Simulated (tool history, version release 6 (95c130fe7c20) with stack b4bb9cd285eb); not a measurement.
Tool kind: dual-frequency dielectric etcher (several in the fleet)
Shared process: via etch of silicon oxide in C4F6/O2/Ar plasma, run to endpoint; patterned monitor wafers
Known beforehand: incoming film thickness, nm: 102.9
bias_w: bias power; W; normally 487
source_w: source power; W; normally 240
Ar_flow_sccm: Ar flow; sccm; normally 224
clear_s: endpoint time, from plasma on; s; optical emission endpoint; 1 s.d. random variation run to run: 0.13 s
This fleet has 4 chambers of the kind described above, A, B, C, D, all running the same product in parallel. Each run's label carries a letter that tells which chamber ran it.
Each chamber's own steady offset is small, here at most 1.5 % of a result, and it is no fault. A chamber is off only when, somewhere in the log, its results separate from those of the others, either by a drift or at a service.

run,hour,bias_w,source_w,Ar_flow_sccm,clear_s
1B,10.3,487,240,224,26.390
2D,19.0,487,240,224,26.727
3A,27.8,487,240,224,26.757
4C,34.8,487,240,224,26.797
# hour 40.5: chamber A: bias power generator calibrated
5A,42.9,487,240,224,26.787
6B,48.9,487,240,224,26.275
7D,58.2,487,240,224,26.691
8C,69.0,487,240,224,26.905
9A,75.6,487,240,224,26.863
10B,87.4,487,240,224,26.178
11D,96.8,487,240,224,26.713
12C,104.0,487,240,224,26.763
13B,113.3,487,240,224,26.435
14A,121.5,487,240,224,26.691
# hour 127.8: chamber B: wet clean of the chamber
15D,130.8,487,240,224,26.766
16C,142.4,487,240,224,27.114
# hour 148.3: chamber A: wet clean of the chamber
17D,154.8,487,240,224,26.857
# hour 159.1: chamber D: wet clean of the chamber
18C,160.4,487,240,224,26.944
19A,172.0,413,240,258,28.897
20B,179.8,413,240,258,28.718
21A,191.7,413,240,258,28.794
22C,197.6,413,240,258,29.123
23B,204.6,487,240,224,26.630
# hour 212.5: chamber C: wet clean of the chamber
24D,214.3,487,240,224,26.696
25D,226.1,487,240,224,26.855
# hour 231.5: chamber C: source power generator calibrated
26C,236.1,487,240,224,26.703
27A,248.4,487,240,224,26.613
28B,258.4,487,240,171,25.522
29C,265.7,487,240,171,26.087
30D,276.6,487,240,171,25.933
31A,285.1,487,240,171,25.730
32B,295.6,487,240,224,26.283
33D,304.3,487,240,224,26.692
34C,310.0,487,240,271,27.233
35A,318.1,487,240,271,27.262
36B,325.1,487,240,271,26.995
37C,334.0,487,240,271,27.406
38A,343.7,439,240,270,28.344
39D,351.3,439,240,270,28.549
40B,361.8,439,240,270,27.989
41A,370.5,439,240,270,28.572
# hour 378.1: chamber C: bias power generator calibrated
42D,378.1,487,240,224,26.747
43C,388.1,487,240,224,26.678
44B,396.0,487,240,224,26.402

Is one chamber off against the others, does the gauge drift, or is nothing wrong? If a chamber is off, say which, and what the likeliest cause is.

No chamber stands off beyond its own small offset, and the gauge holds steady.
